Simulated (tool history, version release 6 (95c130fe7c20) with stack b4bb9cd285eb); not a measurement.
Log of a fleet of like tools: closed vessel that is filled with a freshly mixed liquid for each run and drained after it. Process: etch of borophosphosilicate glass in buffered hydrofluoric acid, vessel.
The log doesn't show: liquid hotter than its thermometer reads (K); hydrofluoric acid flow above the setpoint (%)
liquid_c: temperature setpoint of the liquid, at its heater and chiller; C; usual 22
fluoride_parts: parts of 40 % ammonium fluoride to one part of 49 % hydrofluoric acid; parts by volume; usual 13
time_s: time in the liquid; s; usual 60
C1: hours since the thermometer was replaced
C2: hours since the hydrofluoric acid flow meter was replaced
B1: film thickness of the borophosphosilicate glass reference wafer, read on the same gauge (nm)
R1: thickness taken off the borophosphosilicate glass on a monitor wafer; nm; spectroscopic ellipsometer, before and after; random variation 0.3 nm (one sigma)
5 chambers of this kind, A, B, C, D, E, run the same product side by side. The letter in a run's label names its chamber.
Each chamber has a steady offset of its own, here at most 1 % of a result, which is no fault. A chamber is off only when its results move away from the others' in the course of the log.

run 1B hour=7.5 | liquid_c=22 fluoride_parts=13 time_s=60 | C1=623.2 C2=357 | B1=120.01 | R1=57.891
run 2A hour=18.2 | liquid_c=22 fluoride_parts=13 time_s=60 | C1=528.3 C2=857.4 | B1=120.01 | R1=57.958
run 3E hour=29.4 | liquid_c=22 fluoride_parts=13 time_s=60 | C1=574.9 C2=604.1 | B1=120.03 | R1=57.982
run 4C hour=43.5 | liquid_c=22 fluoride_parts=13 time_s=60 | C1=2626.9 C2=1228.3 | B1=119.99 | R1=58.155
run 5D hour=52.8 | liquid_c=22 fluoride_parts=13 time_s=60 | C1=570.9 C2=325.2 | B1=119.98 | R1=58.037
run 6C hour=60.4 | liquid_c=22 fluoride_parts=13 time_s=60 | C1=2643.8 C2=1245.2 | B1=120.01 | R1=58.911
run 7B hour=69.6 | liquid_c=22 fluoride_parts=13 time_s=60 | C1=685.3 C2=419.1 | B1=120 | R1=58.352
run 8E hour=77.7 | liquid_c=22 fluoride_parts=13 time_s=60 | C1=623.2 C2=652.4 | B1=120.01 | R1=58.731
-- hour=80.1 chamber C: thermometer replaced
run 9D hour=88.7 | liquid_c=22 fluoride_parts=13 time_s=60 | C1=606.8 C2=361.1 | B1=119.98 | R1=58.674
run 10A hour=101.4 | liquid_c=22 fluoride_parts=13 time_s=60 | C1=611.5 C2=940.6 | B1=119.97 | R1=57.905
run 11A hour=108.9 | liquid_c=22 fluoride_parts=13 time_s=60 | C1=619 C2=948.1 | B1=120 | R1=57.735
run 12D hour=120.3 | liquid_c=22 fluoride_parts=13 time_s=60 | C1=638.4 C2=392.7 | B1=120.01 | R1=58.724
run 13C hour=134.9 | liquid_c=22 fluoride_parts=13 time_s=60 | C1=54.9 C2=1319.7 | B1=119.98 | R1=58.529
run 14E hour=148.7 | liquid_c=22 fluoride_parts=13 time_s=60 | C1=694.2 C2=723.4 | B1=119.96 | R1=58.465
run 15B hour=159.9 | liquid_c=22 fluoride_parts=13 time_s=60 | C1=775.6 C2=509.4 | B1=120.01 | R1=57.835
run 16A hour=168.6 | liquid_c=22 fluoride_parts=13 time_s=60 | C1=678.7 C2=1007.8 | B1=120.02 | R1=57.484
-- hour=177.6 chamber D: thermometer replaced
run 17B hour=181.8 | liquid_c=22 fluoride_parts=13 time_s=60 | C1=797.5 C2=531.3 | B1=120 | R1=58.123
-- hour=185.9 chamber B: thermometer replaced
run 18C hour=189.2 | liquid_c=22 fluoride_parts=13 time_s=60 | C1=109.2 C2=1374 | B1=119.98 | R1=57.967
run 19E hour=197.5 | liquid_c=22 fluoride_parts=13 time_s=60 | C1=743 C2=772.2 | B1=120 | R1=58.216
run 20D hour=211.2 | liquid_c=22 fluoride_parts=13 time_s=60 | C1=33.6 C2=483.6 | B1=119.98 | R1=58.19
run 21C hour=224.7 | liquid_c=22 fluoride_parts=17.5 time_s=40 | C1=144.7 C2=1409.5 | B1=120.05 | R1=28.897
run 22A hour=238.7 | liquid_c=22 fluoride_parts=17.5 time_s=40 | C1=748.8 C2=1077.9 | B1=120.02 | R1=28.632
run 23D hour=246.8 | liquid_c=22 fluoride_parts=17.5 time_s=40 | C1=69.2 C2=519.2 | B1=120 | R1=28.778
run 24B hour=259.5 | liquid_c=22 fluoride_parts=17.5 time_s=40 | C1=73.6 C2=609 | B1=119.99 | R1=28.947
-- hour=260.2 chamber A: thermometer replaced
run 25E hour=274 | liquid_c=22 fluoride_parts=17.5 time_s=40 | C1=819.5 C2=848.7 | B1=119.99 | R1=28.874
run 26D hour=285.7 | liquid_c=22 fluoride_parts=13 time_s=60 | C1=108.1 C2=558.1 | B1=119.99 | R1=58.792
run 27E hour=297.1 | liquid_c=22 fluoride_parts=13 time_s=60 | C1=842.6 C2=871.8 | B1=120.03 | R1=57.719
run 28C hour=304.2 | liquid_c=22 fluoride_parts=15 time_s=60 | C1=224.2 C2=1489 | B1=119.99 | R1=50.733
run 29B hour=316.3 | liquid_c=22 fluoride_parts=15 time_s=60 | C1=130.4 C2=665.8 | B1=119.99 | R1=50.834
run 30A hour=325.7 | liquid_c=22 fluoride_parts=15 time_s=60 | C1=65.6 C2=1164.9 | B1=119.99 | R1=49.83

All 5 chambers run these settings next. Forecast each chamber's results:
run 31A hour=336.5 | liquid_c=24 fluoride_parts=13 time_s=60 | R1=?
run 31B hour=336.5 | liquid_c=24 fluoride_parts=13 time_s=60 | R1=?
run 31C hour=336.5 | liquid_c=24 fluoride_parts=13 time_s=60 | R1=?
run 31D hour=336.5 | liquid_c=24 fluoride_parts=13 time_s=60 | R1=?
run 31E hour=336.5 | liquid_c=24 fluoride_parts=13 time_s=60 | R1=?

run=31A R1=63.939
run=31B R1=64.373
run=31C R1=65.165
run=31D R1=64.272
run=31E R1=64.266

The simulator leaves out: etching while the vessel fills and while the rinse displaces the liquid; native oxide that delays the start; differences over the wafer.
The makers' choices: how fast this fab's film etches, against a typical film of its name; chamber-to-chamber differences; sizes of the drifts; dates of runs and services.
